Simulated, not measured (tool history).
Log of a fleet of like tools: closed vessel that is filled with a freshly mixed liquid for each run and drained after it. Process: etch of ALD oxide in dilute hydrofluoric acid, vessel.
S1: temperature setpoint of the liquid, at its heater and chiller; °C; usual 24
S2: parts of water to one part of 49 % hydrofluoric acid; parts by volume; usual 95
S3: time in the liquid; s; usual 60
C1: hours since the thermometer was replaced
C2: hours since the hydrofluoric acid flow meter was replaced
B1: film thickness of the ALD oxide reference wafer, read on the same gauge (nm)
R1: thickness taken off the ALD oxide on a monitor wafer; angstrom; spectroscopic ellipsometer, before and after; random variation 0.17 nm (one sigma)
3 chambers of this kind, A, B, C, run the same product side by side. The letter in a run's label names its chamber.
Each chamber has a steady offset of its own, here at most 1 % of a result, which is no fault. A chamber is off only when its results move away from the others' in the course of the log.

Run 1C, hour 6.2: usual settings; C1 477.1; C2 692.4; B1 120. Result: R1 205.61 angstrom.
Run 2A, hour 15.9: usual settings; C1 254.2; C2 1560.4; B1 119.99. Result: R1 205.99 angstrom.
Run 3B, hour 23: usual settings; C1 293.8; C2 679.8; B1 120.01. Result: R1 207.42 angstrom.
Run 4A, hour 30.6: usual settings; C1 268.9; C2 1575.1; B1 120. Result: R1 208.36 angstrom.
Run 5B, hour 44.1: usual settings but S1 19.5 °C; C1 314.9; C2 700.9; B1 120. Result: R1 174.63 angstrom.
Run 6C, hour 53.4: usual settings but S1 19.5 °C; C1 524.3; C2 739.6; B1 120. Result: R1 171.33 angstrom.
Run 7B, hour 65.9: usual settings but S1 19.5 °C; C1 336.7; C2 722.7; B1 120.02. Result: R1 172.37 angstrom.
Run 8A, hour 75: usual settings but S3 75 s; C1 313.3; C2 1619.5; B1 119.98. Result: R1 256.17 angstrom.
Run 9C, hour 82.8: usual settings but S3 75 s; C1 553.7; C2 769; B1 120. Result: R1 257.52 angstrom.
Run 10C, hour 90.4: usual settings but S3 75 s; C1 561.3; C2 776.6; B1 120. Result: R1 257.33 angstrom.
Run 11A, hour 98.8: usual settings but S2 110 parts by volume; C1 337.1; C2 1643.3; B1 119.99. Result: R1 172.61 angstrom.
Run 12B, hour 110.4: usual settings but S2 110 parts by volume; C1 381.2; C2 767.2; B1 120. Result: R1 176.47 angstrom.
Run 13B, hour 116.5: usual settings but S2 110 parts by volume; C1 387.3; C2 773.3; B1 120. Result: R1 173.87 angstrom.
Run 14A, hour 125.3: usual settings; C1 363.6; C2 1669.8; B1 119.99. Result: R1 203.92 angstrom.
Run 15C, hour 135.5: usual settings; C1 606.4; C2 821.7; B1 120. Result: R1 207.16 angstrom.
Run 16B, hour 145.4: usual settings; C1 416.2; C2 802.2; B1 120. Result: R1 206.33 angstrom.
Run 17C, hour 156.5: usual settings; C1 627.4; C2 842.7; B1 120. Result: R1 204.52 angstrom.
Run 18A, hour 164.8: usual settings; C1 403.1; C2 1709.3; B1 120. Result: R1 202.91 angstrom.
Run 19C, hour 171.9: usual settings; C1 642.8; C2 858.1; B1 119.98. Result: R1 210.12 angstrom.
Run 20B, hour 178.5: usual settings; C1 449.3; C2 835.3; B1 120.01. Result: R1 207.82 angstrom.
Run 21A, hour 188: usual settings; C1 426.3; C2 1732.5; B1 120. Result: R1 198.43 angstrom.
Run 22C, hour 201.3: usual settings; C1 672.2; C2 887.5; B1 119.98. Result: R1 205.4 angstrom.
Run 23A, hour 209.3: usual settings; C1 447.6; C2 1753.8; B1 120.01. Result: R1 199.7 angstrom.
Run 24B, hour 218.4: usual settings; C1 489.2; C2 875.2; B1 120.01. Result: R1 207.4 angstrom.
Run 25B, hour 226.5: usual settings; C1 497.3; C2 883.3; B1 119.99. Result: R1 207.04 angstrom.
Run 26C, hour 237.4: usual settings; C1 708.3; C2 923.6; B1 120.01. Result: R1 208.5 angstrom.
At hour 249.6: chamber C: hydrofluoric acid flow meter replaced.
Run 27A, hour 251.1: usual settings; C1 489.4; C2 1795.6; B1 120. Result: R1 195.87 angstrom.
Run 28C, hour 257.6: usual settings; C1 728.5; C2 8; B1 120. Result: R1 204.25 angstrom.
Run 29B, hour 269.9: usual settings; C1 540.7; C2 926.7; B1 119.97. Result: R1 207.2 angstrom.
At hour 271.1: chamber A: hydrofluoric acid flow meter replaced.
Run 30A, hour 276.8: usual settings; C1 515.1; C2 5.7; B1 119.99. Result: R1 194.82 angstrom.

Next, every chamber runs the same settings. What will each give?
Run 31A, hour 286.8: usual settings. Result: R1 ?.
Run 31B, hour 286.8: usual settings. Result: R1 ?.
Run 31C, hour 286.8: usual settings. Result: R1 ?.

run      R1
31A  196.69
31B  208.26
31C  203.86
